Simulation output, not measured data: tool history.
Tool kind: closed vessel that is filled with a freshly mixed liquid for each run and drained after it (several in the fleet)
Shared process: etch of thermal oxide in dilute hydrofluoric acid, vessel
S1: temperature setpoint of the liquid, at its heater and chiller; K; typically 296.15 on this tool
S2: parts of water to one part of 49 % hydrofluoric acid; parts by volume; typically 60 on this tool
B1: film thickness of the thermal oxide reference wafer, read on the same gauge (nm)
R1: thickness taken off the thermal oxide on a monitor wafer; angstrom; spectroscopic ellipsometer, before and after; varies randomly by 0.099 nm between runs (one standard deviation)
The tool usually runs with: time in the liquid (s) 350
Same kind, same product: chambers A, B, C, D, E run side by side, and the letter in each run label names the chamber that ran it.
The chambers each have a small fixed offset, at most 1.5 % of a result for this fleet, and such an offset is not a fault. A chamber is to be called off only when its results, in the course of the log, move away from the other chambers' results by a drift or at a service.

Run 1D, day 0.388: usual settings; B1 49.987. Result: R1 276.33 angstrom.
Run 2C, day 0.692: usual settings; B1 50.051. Result: R1 278.01 angstrom.
Run 3A, day 0.971: usual settings; B1 50.013. Result: R1 280.04 angstrom.
Run 4E, day 1.529: usual settings; B1 50.004. Result: R1 279.43 angstrom.
Run 5B, day 1.879: usual settings; B1 49.986. Result: R1 282.13 angstrom.
Run 6A, day 2.158: usual settings; B1 49.997. Result: R1 279.8 angstrom.
Run 7C, day 2.45: usual settings; B1 49.999. Result: R1 277.05 angstrom.
Run 8B, day 2.883: usual settings; B1 50.009. Result: R1 283.18 angstrom.
Run 9D, day 3.15: usual settings; B1 50.005. Result: R1 276.57 angstrom.
Run 10E, day 3.438: usual settings but S1 291.65 K; B1 49.995. Result: R1 232.5 angstrom.
Run 11B, day 3.967: usual settings but S1 291.65 K; B1 49.971. Result: R1 232.77 angstrom.
Run 12A, day 4.475: usual settings but S1 291.65 K; B1 50.011. Result: R1 233.01 angstrom.
Run 13C, day 4.762: usual settings but S1 291.65 K; B1 49.964. Result: R1 229.33 angstrom.
Run 14E, day 5.058: usual settings but S1 291.65 K; B1 49.981. Result: R1 229.59 angstrom.
Run 15D, day 5.542: usual settings; B1 49.997. Result: R1 274.89 angstrom.
Run 16D, day 6.062: usual settings but S1 299.15 K; B1 49.97. Result: R1 311.74 angstrom.
Run 17E, day 6.533: usual settings but S1 299.15 K; B1 50.01. Result: R1 314.93 angstrom.
Run 18A, day 6.971: usual settings but S1 299.15 K; B1 49.961. Result: R1 316.25 angstrom.
Run 19C, day 7.296: usual settings but S1 299.15 K; B1 50.002. Result: R1 313.44 angstrom.
Run 20B, day 7.588: usual settings but S1 299.15 K; B1 50.024. Result: R1 323.24 angstrom.
Run 21E, day 7.983: usual settings; B1 50.024. Result: R1 279.31 angstrom.
Run 22A, day 8.525: usual settings; B1 50.021. Result: R1 279.67 angstrom.
Run 23B, day 8.829: usual settings; B1 49.957. Result: R1 289.48 angstrom.
Run 24D, day 9.1: usual settings; B1 49.979. Result: R1 275.43 angstrom.
Run 25C, day 9.6: usual settings; B1 49.978. Result: R1 277.71 angstrom.
Run 26B, day 10.054: usual settings; B1 49.993. Result: R1 292.65 angstrom.
Run 27A, day 10.35: usual settings; B1 50.015. Result: R1 279.77 angstrom.
Run 28C, day 10.646: usual settings; B1 50.001. Result: R1 276.44 angstrom.
Run 29D, day 11.154: usual settings; B1 49.961. Result: R1 278.56 angstrom.
Run 30E, day 11.608: usual settings; B1 49.979. Result: R1 278.65 angstrom.

Which is it: a chamber that has drifted or been left off by a service, a gauge drift common to all chambers, or only each chamber's usual small offset? If a chamber is off, name it and its likeliest cause.

It is chamber B that slowly wanders off from its peers.
Cause: hydrofluoric acid flow above the setpoint (%) = 4.47.
Not necessarily distinguishable in this log from: liquid hotter than its thermometer reads (K).

Which of the 4 candidates below, each the usual settings with something changed and its results left as question marks, puts chamber B back in line with what the other chambers give on the usual settings?
In line means no further than this from the other chambers' mean on the usual settings: R1 3.5 angstrom
Run 31B-1, day 12.012: usual settings but time in the liquid (s) 310. Result: R1 ?.
Run 31B-2, day 12.012: usual settings but S1 299.15 K. Result: R1 ?.
Run 31B-3, day 12.012: usual settings but time in the liquid (s) 330. Result: R1 ?.
Run 31B-4, day 12.012: usual settings but S1 297.65 K. Result: R1 ?.

What the other chambers average on the usual settings: R1 278.16 angstrom
  run      R1
31B-1  262.36
31B-2  335.41
31B-3  279.29
31B-4  315.26
With 31B-3, the chamber falls back in line with the rest.
